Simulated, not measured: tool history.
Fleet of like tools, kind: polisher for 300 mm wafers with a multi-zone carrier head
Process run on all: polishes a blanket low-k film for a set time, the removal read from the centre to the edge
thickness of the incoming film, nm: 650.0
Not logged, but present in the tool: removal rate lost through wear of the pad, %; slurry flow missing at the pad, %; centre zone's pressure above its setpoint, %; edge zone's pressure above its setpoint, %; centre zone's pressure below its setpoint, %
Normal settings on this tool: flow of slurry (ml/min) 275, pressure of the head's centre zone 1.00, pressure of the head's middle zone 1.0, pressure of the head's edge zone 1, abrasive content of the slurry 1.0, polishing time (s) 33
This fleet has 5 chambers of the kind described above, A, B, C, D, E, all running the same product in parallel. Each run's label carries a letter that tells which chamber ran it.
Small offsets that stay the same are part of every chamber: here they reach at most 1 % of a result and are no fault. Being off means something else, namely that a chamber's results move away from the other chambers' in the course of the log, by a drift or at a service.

run	hour	flow of slurry (ml/min)	pressure of the head's centre zone	pressure of the head's middle zone	pressure of the head's edge zone	abrasive content of the slurry	polishing time (s)	wafers polished on this pad	hours since the slurry nozzle was cleaned	hours since the centre zone pressure was calibrated	hours since the edge zone pressure was calibrated	film removed at the wafer's centre (Å)	film removed at mid-radius (Å)	film removed at the wafer's edge (Å)
# hour 0.3: chamber A: worn pad replaced by a new one
1A	13.5	275	1.00	1.0	1	1.0	33	121	125.4	808.3	27.9	126.590	128.650	127.490
2D	21.4	275	1.00	1.0	1	1.0	33	524	537.6	902.9	795.3	124.260	125.290	125.910
3B	35.5	275	1.00	1.0	1	1.0	33	355	659.3	736.0	1044.4	126.900	128.410	125.750
4C	47.1	275	1.00	1.0	1	1.0	33	537	466.6	310.1	445.9	127.940	128.720	127.580
5E	58.0	275	1.00	1.0	1	1.0	33	866	604.4	208.1	366.4	123.940	125.360	125.480
# hour 65.2: chamber B: edge zone pressure recalibrated
6C	68.5	275	1.00	1.0	1	1.0	33	733	488.0	331.5	467.3	127.460	128.630	126.630
# hour 69.7: chamber C: worn pad replaced by a new one
# hour 73.4: chamber C: edge zone pressure recalibrated
# hour 76.7: chamber A: worn pad replaced by a new one
7D	83.9	275	1.00	1.0	1	1.0	33	1097	600.1	965.4	857.8	125.430	126.930	128.730
# hour 91.0: chamber C: slurry nozzle cleaned
8B	97.9	275	1.00	1.0	1	1.0	33	927	721.7	798.4	32.7	125.270	126.050	127.690
# hour 103.9: chamber D: worn pad replaced by a new one
# hour 108.4: chamber D: edge zone pressure recalibrated
9A	112.8	275	1.00	1.0	1	1.0	33	331	224.7	907.6	127.2	125.380	127.000	130.030
# hour 119.3: chamber B: worn pad replaced by a new one
# hour 120.2: chamber E: worn pad replaced by a new one
10E	127.4	275	1.00	1.1	1	1.0	33	66	673.8	277.5	435.8	128.440	138.090	126.370
# hour 131.1: chamber D: slurry nozzle cleaned
11E	141.4	275	1.00	1.1	1	1.0	33	195	687.8	291.5	449.8	127.860	138.420	125.350
# hour 143.7: chamber A: worn pad replaced by a new one
# hour 147.1: chamber C: worn pad replaced by a new one
12B	154.3	275	1.00	1.1	1	1.0	33	321	778.1	854.8	89.1	126.630	138.890	127.150
# hour 160.1: chamber D: centre zone pressure recalibrated
13D	166.9	275	1.00	1.1	1	1.0	33	577	35.8	6.9	58.5	143.120	138.540	127.210
14C	176.1	275	1.00	1.1	1	1.0	33	265	85.1	439.1	102.8	124.470	139.850	128.620
15A	186.5	275	1.00	1.0	1	1.0	33	392	298.4	981.3	200.9	124.400	125.220	129.460
# hour 193.4: chamber C: centre zone pressure recalibrated
# hour 194.4: chamber B: slurry nozzle cleaned
16C	197.6	275	1.06	1.0	1	1.2	33	462	106.6	4.3	124.3	145.520	134.980	137.790
17E	206.0	275	1.06	1.0	1	1.2	33	787	752.4	356.1	514.4	146.960	136.700	135.490
# hour 212.4: chamber A: worn pad replaced by a new one
18A	219.5	275	1.06	1.0	1	1.2	33	65	331.4	1014.3	233.9	145.980	134.930	136.360
19D	226.2	275	1.06	1.0	1	1.2	33	1121	95.1	66.2	117.8	164.410	137.050	137.050
# hour 227.9: chamber C: worn pad replaced by a new one
20B	237.7	275	1.06	1.0	1	1.2	33	1085	43.4	938.2	172.5	147.110	139.170	136.250
# hour 244.2: chamber D: worn pad replaced by a new one
# hour 251.1: chamber B: worn pad replaced by a new one
21A	253.3	275	1.00	1.0	1	1.0	33	375	365.2	1048.1	267.7	125.830	126.070	129.150
22B	267.5	275	1.00	1.0	1	1.0	33	151	73.2	968.0	202.3	126.960	125.590	125.080
# hour 277.8: chamber A: worn pad replaced by a new one
23D	282.5	275	1.00	1.0	1	1.0	21	351	151.4	122.5	174.1	91.036	80.675	80.305
# hour 289.7: chamber E: worn pad replaced by a new one
24C	292.7	275	1.00	1.0	1	1.0	21	594	201.7	99.4	219.4	79.401	80.956	80.500
# hour 297.1: chamber C: worn pad replaced by a new one
25E	303.9	275	1.00	1.0	1	1.0	21	130	850.3	454.0	612.3	82.283	79.741	80.318
# hour 315.3: chamber A: centre zone pressure recalibrated
26A	315.7	275	1.00	1.0	1	1.0	21	347	427.6	0.4	330.1	82.669	80.702	79.731
# hour 321.8: chamber E: slurry nozzle cleaned
27C	323.4	275	1.00	1.0	1	1.0	21	241	232.4	130.1	250.1	82.349	80.922	81.334
28B	332.9	275	1.00	1.0	1	1.0	33	750	138.6	1033.4	267.7	126.700	124.640	128.270
29D	347.0	275	1.00	1.0	1	1.0	33	942	215.9	187.0	238.6	143.790	125.720	127.660
30E	354.8	350	1.00	1.0	1	1.0	27	597	33.0	504.9	663.2	106.640	105.860	102.690

What goes on in this fleet: one chamber off, a drifting gauge, or nothing beyond the chambers' own small offsets? Name the chamber and the cause, if any.

The work done on chamber D during a service left it standing apart from the others.
Most likely cause: centre zone's pressure above its setpoint, % = 11.6.

Chamber D could run next with any of the 4 candidate recipes listed below; each alters the usual settings, and their results appear as question marks. Which one brings its results back in line with what the other chambers deliver on the usual settings?
To be in line, a result may differ from the other chambers' mean on the usual settings by at most: film removed at the wafer's centre (Å) 6.100; film removed at mid-radius (Å) 3.700; film removed at the wafer's edge (Å) 5.000
31D-1	366.0	285	1.16	0.95	0.95	1.0	34					?	?	?
31D-2	366.0	265	0.84	1.05	1.05	1.0	32					?	?	?
31D-3	366.0	280	1.10	0.97	0.97	1.0	34					?	?	?
31D-4	366.0	270	0.91	1.03	1.03	1.0	32					?	?	?

The other chambers' mean on the usual settings: film removed at the wafer's centre (Å) 126.390; film removed at mid-radius (Å) 126.670; film removed at the wafer's edge (Å) 126.930
run	film removed at the wafer's centre (Å)	film removed at mid-radius (Å)	film removed at the wafer's edge (Å)
31D-1	171.890	123.740	128.830
31D-2	113.640	126.740	126.750
31D-3	162.170	125.890	129.980
31D-4	124.150	124.750	125.710
It is 31D-4 that realigns the chamber with its peers.
